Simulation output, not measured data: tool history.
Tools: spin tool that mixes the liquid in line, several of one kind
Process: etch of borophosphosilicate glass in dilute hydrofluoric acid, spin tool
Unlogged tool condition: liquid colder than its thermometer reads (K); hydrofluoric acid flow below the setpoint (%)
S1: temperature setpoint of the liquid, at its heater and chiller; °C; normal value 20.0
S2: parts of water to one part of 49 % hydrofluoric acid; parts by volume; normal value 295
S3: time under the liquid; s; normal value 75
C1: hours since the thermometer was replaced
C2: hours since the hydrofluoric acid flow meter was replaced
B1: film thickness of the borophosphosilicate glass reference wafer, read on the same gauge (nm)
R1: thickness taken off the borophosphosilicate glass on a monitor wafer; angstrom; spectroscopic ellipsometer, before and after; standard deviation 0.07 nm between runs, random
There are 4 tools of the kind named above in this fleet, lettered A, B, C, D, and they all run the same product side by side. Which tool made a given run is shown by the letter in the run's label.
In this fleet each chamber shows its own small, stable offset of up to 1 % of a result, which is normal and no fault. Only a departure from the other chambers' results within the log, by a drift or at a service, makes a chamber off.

Run 1C, hour 2.6: usual settings; C1 1150.5; C2 306.4; B1 100.010. Result: R1 85.698 angstrom.
Run 2D, hour 8.2: usual settings; C1 1171.8; C2 164.6; B1 99.987. Result: R1 86.184 angstrom.
Run 3A, hour 10.8: usual settings; C1 1142.1; C2 419.1; B1 100.020. Result: R1 84.811 angstrom.
Run 4B, hour 16.0: usual settings; C1 170.0; C2 1324.0; B1 100.010. Result: R1 86.648 angstrom.
Run 5A, hour 20.8: usual settings; C1 1152.1; C2 429.1; B1 99.986. Result: R1 84.567 angstrom.
Run 6D, hour 24.7: usual settings; C1 1188.3; C2 181.1; B1 99.993. Result: R1 84.765 angstrom.
Run 7B, hour 30.5: usual settings but S3 90 s; C1 184.5; C2 1338.5; B1 100.000. Result: R1 103.570 angstrom.
Run 8C, hour 35.6: usual settings but S3 90 s; C1 1183.5; C2 339.4; B1 100.010. Result: R1 103.660 angstrom.
Run 9C, hour 41.4: usual settings but S3 90 s; C1 1189.3; C2 345.2; B1 99.999. Result: R1 104.430 angstrom.
Run 10B, hour 45.4: usual settings but S3 90 s; C1 199.4; C2 1353.4; B1 100.010. Result: R1 102.690 angstrom.
Run 11D, hour 48.8: usual settings; C1 1212.4; C2 205.2; B1 99.991. Result: R1 86.099 angstrom.
Run 12A, hour 54.3: usual settings; C1 1185.6; C2 462.6; B1 99.999. Result: R1 84.209 angstrom.
Run 13B, hour 59.5: usual settings but S1 21.5 °C, S3 110 s; C1 213.5; C2 1367.5; B1 100.010. Result: R1 135.150 angstrom.
Run 14C, hour 63.7: usual settings but S1 21.5 °C, S3 110 s; C1 1211.6; C2 367.5; B1 100.020. Result: R1 132.800 angstrom.
Run 15A, hour 68.9: usual settings but S1 21.5 °C, S3 110 s; C1 1200.2; C2 477.2; B1 99.995. Result: R1 128.210 angstrom.
Run 16D, hour 71.4: usual settings but S1 21.5 °C, S3 110 s; C1 1235.0; C2 227.8; B1 99.994. Result: R1 133.260 angstrom.
Run 17C, hour 75.8: usual settings; C1 1223.7; C2 379.6; B1 100.000. Result: R1 87.311 angstrom.
Run 18D, hour 78.3: usual settings; C1 1241.9; C2 234.7; B1 99.992. Result: R1 86.182 angstrom.
Run 19B, hour 83.0: usual settings; C1 237.0; C2 1391.0; B1 99.991. Result: R1 84.845 angstrom.
Run 20A, hour 85.7: usual settings; C1 1217.0; C2 494.0; B1 100.000. Result: R1 82.158 angstrom.
Run 21D, hour 88.5: usual settings; C1 1252.1; C2 244.9; B1 100.010. Result: R1 84.722 angstrom.
Run 22B, hour 94.0: usual settings; C1 248.0; C2 1402.0; B1 99.987. Result: R1 84.113 angstrom.
Run 23C, hour 99.7: usual settings; C1 1247.6; C2 403.5; B1 100.010. Result: R1 87.166 angstrom.
Run 24A, hour 102.9: usual settings; C1 1234.2; C2 511.2; B1 99.996. Result: R1 80.531 angstrom.
Run 25B, hour 106.8: usual settings; C1 260.8; C2 1414.8; B1 99.996. Result: R1 84.488 angstrom.
Run 26D, hour 112.2: usual settings; C1 1275.8; C2 268.6; B1 100.000. Result: R1 86.739 angstrom.
Run 27C, hour 117.7: usual settings; C1 1265.6; C2 421.5; B1 100.000. Result: R1 87.343 angstrom.
Run 28A, hour 120.2: usual settings; C1 1251.5; C2 528.5; B1 99.986. Result: R1 80.219 angstrom.
Run 29D, hour 123.9: usual settings; C1 1287.5; C2 280.3; B1 100.020. Result: R1 86.883 angstrom.
Run 30A, hour 128.9: usual settings but S1 17.0 °C; C1 1260.2; C2 537.2; B1 99.990. Result: R1 71.771 angstrom.

Each of the 4 chambers runs these same settings next. Fill in every chamber's results:
Run 31A, hour 133.1: usual settings. Result: R1 ?.
Run 31B, hour 133.1: usual settings. Result: R1 ?.
Run 31C, hour 133.1: usual settings. Result: R1 ?.
Run 31D, hour 133.1: usual settings. Result: R1 ?.

run      R1
31A  80.136
31B  85.820
31C  86.050
31D  85.154

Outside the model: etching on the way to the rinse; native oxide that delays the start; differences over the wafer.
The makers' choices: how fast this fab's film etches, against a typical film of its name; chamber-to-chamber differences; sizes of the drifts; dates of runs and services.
